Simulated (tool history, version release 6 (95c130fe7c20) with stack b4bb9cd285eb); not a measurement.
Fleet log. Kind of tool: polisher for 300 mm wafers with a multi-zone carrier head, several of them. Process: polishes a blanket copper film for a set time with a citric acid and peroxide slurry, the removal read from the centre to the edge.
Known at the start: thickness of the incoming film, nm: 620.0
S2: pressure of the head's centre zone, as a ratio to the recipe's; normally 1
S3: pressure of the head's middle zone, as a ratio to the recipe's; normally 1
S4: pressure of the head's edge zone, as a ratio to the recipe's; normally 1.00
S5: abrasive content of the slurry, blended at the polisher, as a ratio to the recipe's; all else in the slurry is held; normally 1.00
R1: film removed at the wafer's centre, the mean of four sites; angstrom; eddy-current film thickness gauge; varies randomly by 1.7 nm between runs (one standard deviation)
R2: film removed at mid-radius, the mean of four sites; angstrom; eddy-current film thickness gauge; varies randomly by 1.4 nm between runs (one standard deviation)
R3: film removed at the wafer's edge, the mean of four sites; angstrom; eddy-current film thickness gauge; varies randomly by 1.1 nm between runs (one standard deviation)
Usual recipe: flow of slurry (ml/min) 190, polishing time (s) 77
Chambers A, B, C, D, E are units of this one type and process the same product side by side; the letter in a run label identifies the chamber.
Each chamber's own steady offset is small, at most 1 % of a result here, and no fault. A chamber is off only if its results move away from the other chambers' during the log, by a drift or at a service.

run 1B hour=7.0 | flow_of_slurry_(ml/min)=190 S2=1 S3=1 S4=1.00 S5=1.00 polishing_time_(s)=77 | R1=1686.4 R2=1689.6 R3=1689.0
-- hour=7.9 chamber D: edge zone pressure recalibrated
run 2A hour=15.7 | flow_of_slurry_(ml/min)=190 S2=1 S3=1 S4=1.00 S5=1.00 polishing_time_(s)=77 | R1=1694.3 R2=1712.3 R3=1694.7
-- hour=16.6 chamber A: worn pad replaced by a new one
run 3D hour=24.6 | flow_of_slurry_(ml/min)=190 S2=1 S3=1 S4=1.00 S5=1.00 polishing_time_(s)=77 | R1=1698.8 R2=1674.7 R3=1711.9
run 4C hour=31.1 | flow_of_slurry_(ml/min)=190 S2=1 S3=1 S4=1.00 S5=1.00 polishing_time_(s)=77 | R1=1675.8 R2=1688.6 R3=1702.4
run 5E hour=39.2 | flow_of_slurry_(ml/min)=190 S2=1 S3=1 S4=1.00 S5=1.00 polishing_time_(s)=77 | R1=1676.5 R2=1709.8 R3=1710.4
run 6A hour=45.1 | flow_of_slurry_(ml/min)=190 S2=1 S3=1 S4=1.00 S5=1.00 polishing_time_(s)=77 | R1=1690.2 R2=1693.7 R3=1694.2
run 7E hour=53.5 | flow_of_slurry_(ml/min)=190 S2=1 S3=1 S4=1.00 S5=1.00 polishing_time_(s)=77 | R1=1704.8 R2=1699.9 R3=1690.6
-- hour=58.5 chamber E: worn pad replaced by a new one
run 8D hour=58.6 | flow_of_slurry_(ml/min)=190 S2=1 S3=1 S4=1.00 S5=1.00 polishing_time_(s)=77 | R1=1684.2 R2=1698.5 R3=1704.9
run 9B hour=66.2 | flow_of_slurry_(ml/min)=190 S2=1 S3=1 S4=1.00 S5=1.00 polishing_time_(s)=77 | R1=1665.8 R2=1693.7 R3=1712.6
-- hour=71.3 chamber D: worn pad replaced by a new one
run 10C hour=71.8 | flow_of_slurry_(ml/min)=190 S2=1 S3=1 S4=1.00 S5=1.00 polishing_time_(s)=77 | R1=1707.1 R2=1700.4 R3=1664.6
-- hour=74.2 chamber B: worn pad replaced by a new one
run 11A hour=78.3 | flow_of_slurry_(ml/min)=240 S2=1 S3=1 S4=1.00 S5=1.00 polishing_time_(s)=77 | R1=1749.9 R2=1773.9 R3=1749.9
-- hour=78.5 chamber B: slurry nozzle cleaned
-- hour=79.1 chamber C: worn pad replaced by a new one
-- hour=84.0 chamber A: centre zone pressure recalibrated
run 12D hour=84.3 | flow_of_slurry_(ml/min)=240 S2=1 S3=1 S4=1.00 S5=1.00 polishing_time_(s)=77 | R1=1725.2 R2=1741.7 R3=1745.7
run 13C hour=90.1 | flow_of_slurry_(ml/min)=240 S2=1 S3=1 S4=1.00 S5=1.00 polishing_time_(s)=77 | R1=1758.9 R2=1754.6 R3=1734.7
run 14B hour=99.1 | flow_of_slurry_(ml/min)=240 S2=1 S3=1 S4=1.00 S5=1.00 polishing_time_(s)=77 | R1=1769.9 R2=1765.9 R3=1741.1
run 15E hour=107.6 | flow_of_slurry_(ml/min)=240 S2=1 S3=1 S4=1.00 S5=1.00 polishing_time_(s)=77 | R1=1741.6 R2=1752.1 R3=1727.3
run 16B hour=115.7 | flow_of_slurry_(ml/min)=190 S2=1 S3=1 S4=1.00 S5=1.00 polishing_time_(s)=77 | R1=1710.2 R2=1715.3 R3=1706.5
run 17E hour=121.0 | flow_of_slurry_(ml/min)=190 S2=1 S3=1 S4=1.00 S5=1.00 polishing_time_(s)=77 | R1=1683.1 R2=1721.1 R3=1709.8
-- hour=124.4 chamber A: worn pad replaced by a new one
-- hour=127.0 chamber C: centre zone pressure recalibrated
run 18A hour=127.0 | flow_of_slurry_(ml/min)=190 S2=1 S3=1 S4=1.05 S5=0.80 polishing_time_(s)=77 | R1=1419.4 R2=1618.4 R3=1664.3
-- hour=133.4 chamber C: edge zone pressure recalibrated
-- hour=134.0 chamber E: slurry nozzle cleaned
run 19D hour=136.0 | flow_of_slurry_(ml/min)=190 S2=1 S3=1 S4=1.05 S5=0.80 polishing_time_(s)=77 | R1=1642.4 R2=1632.6 R3=1678.3
run 20C hour=143.5 | flow_of_slurry_(ml/min)=190 S2=1 S3=1 S4=1.05 S5=0.80 polishing_time_(s)=77 | R1=1595.1 R2=1638.7 R3=1654.4
run 21D hour=151.4 | flow_of_slurry_(ml/min)=190 S2=1 S3=1 S4=1.05 S5=0.80 polishing_time_(s)=77 | R1=1662.1 R2=1616.4 R3=1674.0
run 22E hour=156.0 | flow_of_slurry_(ml/min)=190 S2=1 S3=1 S4=1.05 S5=0.80 polishing_time_(s)=77 | R1=1629.9 R2=1632.0 R3=1658.3
-- hour=156.7 chamber B: worn pad replaced by a new one
-- hour=161.7 chamber E: worn pad replaced by a new one
run 23A hour=163.8 | flow_of_slurry_(ml/min)=190 S2=1 S3=1 S4=1.00 S5=1.00 polishing_time_(s)=77 | R1=1463.1 R2=1712.1 R3=1684.1
run 24B hour=169.7 | flow_of_slurry_(ml/min)=190 S2=1 S3=1 S4=1.00 S5=1.00 polishing_time_(s)=77 | R1=1710.1 R2=1685.0 R3=1703.8
run 25C hour=175.7 | flow_of_slurry_(ml/min)=190 S2=1 S3=1 S4=1.00 S5=1.00 polishing_time_(s)=77 | R1=1692.6 R2=1679.8 R3=1694.9
-- hour=180.2 chamber D: worn pad replaced by a new one
run 26B hour=181.9 | flow_of_slurry_(ml/min)=190 S2=1 S3=1 S4=1.07 S5=1.00 polishing_time_(s)=77 | R1=1698.2 R2=1691.8 R3=1733.5
-- hour=188.4 chamber C: worn pad replaced by a new one
run 27D hour=190.3 | flow_of_slurry_(ml/min)=190 S2=1 S3=1 S4=1.07 S5=1.00 polishing_time_(s)=77 | R1=1723.4 R2=1705.1 R3=1776.6
run 28E hour=196.9 | flow_of_slurry_(ml/min)=190 S2=1 S3=1 S4=1.07 S5=1.00 polishing_time_(s)=77 | R1=1707.0 R2=1696.4 R3=1759.2
run 29A hour=204.2 | flow_of_slurry_(ml/min)=190 S2=1 S3=1 S4=1.07 S5=1.00 polishing_time_(s)=77 | R1=1441.4 R2=1689.2 R3=1777.0
run 30C hour=212.0 | flow_of_slurry_(ml/min)=190 S2=1 S3=1 S4=1.07 S5=1.00 polishing_time_(s)=77 | R1=1679.3 R2=1667.5 R3=1748.4
run 31B hour=217.9 | flow_of_slurry_(ml/min)=190 S2=1 S3=1 S4=1.00 S5=1.00 polishing_time_(s)=77 | R1=1690.6 R2=1678.9 R3=1680.7
run 32C hour=222.7 | flow_of_slurry_(ml/min)=190 S2=1 S3=1 S4=1.00 S5=1.00 polishing_time_(s)=77 | R1=1713.1 R2=1688.8 R3=1687.9
run 33E hour=227.3 | flow_of_slurry_(ml/min)=190 S2=1 S3=1 S4=1.00 S5=1.00 polishing_time_(s)=77 | R1=1692.7 R2=1696.2 R3=1708.4
run 34A hour=234.7 | flow_of_slurry_(ml/min)=155 S2=1 S3=1 S4=1.00 S5=0.75 polishing_time_(s)=77 | R1=1323.6 R2=1560.3 R3=1576.2
run 35D hour=243.1 | flow_of_slurry_(ml/min)=155 S2=1 S3=1 S4=1.00 S5=0.75 polishing_time_(s)=77 | R1=1522.8 R2=1560.9 R3=1576.2
run 36C hour=249.2 | flow_of_slurry_(ml/min)=155 S2=1 S3=1 S4=1.00 S5=0.75 polishing_time_(s)=77 | R1=1516.6 R2=1563.0 R3=1555.9

What goes on in this fleet: one chamber off, a drifting gauge, or nothing beyond the chambers' own small offsets? Name the chamber and the cause, if any.

The work done on chamber A during a service left it standing apart from the others.
Most likely cause: centre zone's pressure below its setpoint, % = 11.8.

Chamber A could run next with any of the 4 candidate recipes listed below; each alters the usual settings, and their results appear as question marks. Which one brings its results back in line with what the other chambers deliver on the usual settings?
In-line tolerance around the mean of the other chambers on the usual settings: R1 59.0 angstrom; R2 50.0 angstrom; R3 39.0 angstrom
run 37A-1 hour=255.7 | flow_of_slurry_(ml/min)=195 S2=1.04 S3=0.99 S4=0.99 S5=1.00 polishing_time_(s)=77 | R1=? R2=? R3=?
run 37A-2 hour=255.7 | flow_of_slurry_(ml/min)=185 S2=0.96 S3=1.01 S4=1.01 S5=1.00 polishing_time_(s)=77 | R1=? R2=? R3=?
run 37A-3 hour=255.7 | flow_of_slurry_(ml/min)=185 S2=0.89 S3=1.02 S4=1.04 S5=1.00 polishing_time_(s)=76 | R1=? R2=? R3=?
run 37A-4 hour=255.7 | flow_of_slurry_(ml/min)=195 S2=1.11 S3=0.98 S4=0.96 S5=1.00 polishing_time_(s)=78 | R1=? R2=? R3=?

Average result of the remaining chambers running the usual settings: R1 1696.1 angstrom; R2 1699.6 angstrom; R3 1698.9 angstrom
run=37A-1 R1=1527.9 R2=1683.4 R3=1693.6
run=37A-2 R1=1384.1 R2=1702.1 R3=1701.4
run=37A-3 R1=1253.5 R2=1695.9 R3=1705.7
run=37A-4 R1=1664.4 R2=1688.8 R3=1688.2
37A-4 puts the chamber back in line with the other chambers.

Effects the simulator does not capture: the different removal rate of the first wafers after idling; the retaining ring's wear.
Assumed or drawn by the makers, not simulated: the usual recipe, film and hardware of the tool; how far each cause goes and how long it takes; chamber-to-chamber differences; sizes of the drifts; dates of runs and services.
